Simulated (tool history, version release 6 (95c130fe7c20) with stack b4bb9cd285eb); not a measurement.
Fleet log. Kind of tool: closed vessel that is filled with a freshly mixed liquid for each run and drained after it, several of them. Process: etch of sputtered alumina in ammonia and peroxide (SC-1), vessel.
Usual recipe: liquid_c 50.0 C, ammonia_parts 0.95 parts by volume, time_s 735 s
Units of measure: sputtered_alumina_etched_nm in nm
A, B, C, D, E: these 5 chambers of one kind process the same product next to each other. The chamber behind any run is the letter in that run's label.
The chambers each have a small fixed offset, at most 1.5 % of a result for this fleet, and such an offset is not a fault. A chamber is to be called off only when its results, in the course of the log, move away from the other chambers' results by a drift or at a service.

run	day	liquid_c	ammonia_parts	time_s	read-back film thickness of the sputtered alumina reference wafer, read on the same gauge (nm)	sputtered_alumina_etched_nm
1D	0.346	50.0	0.95	735	109.98	57.736
2B	0.646	50.0	0.95	735	110.00	58.429
3C	0.962	50.0	0.95	735	109.99	59.737
4E	1.208	50.0	0.95	735	110.00	57.289
5A	1.592	50.0	0.95	735	110.00	58.358
6D	2.008	50.0	0.95	735	109.99	56.806
7C	2.462	50.0	0.95	735	110.00	58.793
# day 2.688: chamber B: new drum of ammonia solution connected
8A	2.721	50.0	0.95	735	109.99	58.778
9B	3.104	50.0	0.95	735	110.00	58.040
10E	3.496	50.0	0.95	735	110.00	57.633
11B	4.042	46.0	0.95	1105	109.98	71.594
12A	4.562	46.0	0.95	1105	109.99	70.148
13D	4.908	46.0	0.95	1105	110.01	68.840
14E	5.171	46.0	0.95	1105	109.98	69.870
15C	5.533	46.0	0.95	1105	110.00	70.136
16C	5.975	50.0	0.95	735	110.00	57.421
17A	6.450	50.0	0.95	735	109.98	58.284
18E	6.812	50.0	0.95	735	109.99	58.182
19D	7.296	50.0	0.95	735	109.98	58.291
20B	7.575	50.0	0.95	735	109.99	58.752
21B	8.088	50.0	0.75	400	110.00	31.105
22C	8.583	50.0	0.75	400	109.99	29.689
23A	8.829	50.0	0.75	400	109.99	31.512
24D	9.192	50.0	0.75	400	110.01	30.857
25E	9.554	50.0	0.75	400	110.00	30.890
26C	9.796	50.0	0.95	735	110.03	55.721
27E	10.238	50.0	0.95	735	110.00	58.743
# day 10.525: chamber E: new drum of ammonia solution connected
28A	10.567	50.0	0.95	735	110.01	58.728
29B	10.808	50.0	0.95	735	110.00	58.074
30D	11.204	50.0	0.95	735	109.99	59.493
31E	11.700	58.5	1.20	735	110.02	94.855
32D	12.150	58.5	1.20	735	109.97	93.183
33B	12.404	58.5	1.20	735	110.03	92.388

Which is it: a chamber that has drifted or been left off by a service, a gauge drift common to all chambers, or only each chamber's usual small offset? If a chamber is off, name it and its likeliest cause.

One chamber, C, drifts off from the rest bit by bit.
Likeliest cause: liquid colder than its thermometer reads (K) = 1.48.

Chamber C could run next with any of the 4 candidate recipes listed below; each alters the usual settings, and their results appear as question marks. Which one brings its results back in line with what the other chambers deliver on the usual settings?
Counts as in line when no further than this from what the other chambers average on the usual settings: sputtered_alumina_etched_nm 2.000 nm
34C-1	12.800	47.5	0.95	735		?
34C-2	12.800	50.0	0.95	785		?
34C-3	12.800	50.0	0.95	840		?
34C-4	12.800	48.5	0.95	735		?

Average result of the remaining chambers running the usual settings: sputtered_alumina_etched_nm 58.182 nm
run	sputtered_alumina_etched_nm
34C-1	47.123
34C-2	57.931
34C-3	61.989
34C-4	49.854
It is 34C-2 that realigns the chamber with its peers.

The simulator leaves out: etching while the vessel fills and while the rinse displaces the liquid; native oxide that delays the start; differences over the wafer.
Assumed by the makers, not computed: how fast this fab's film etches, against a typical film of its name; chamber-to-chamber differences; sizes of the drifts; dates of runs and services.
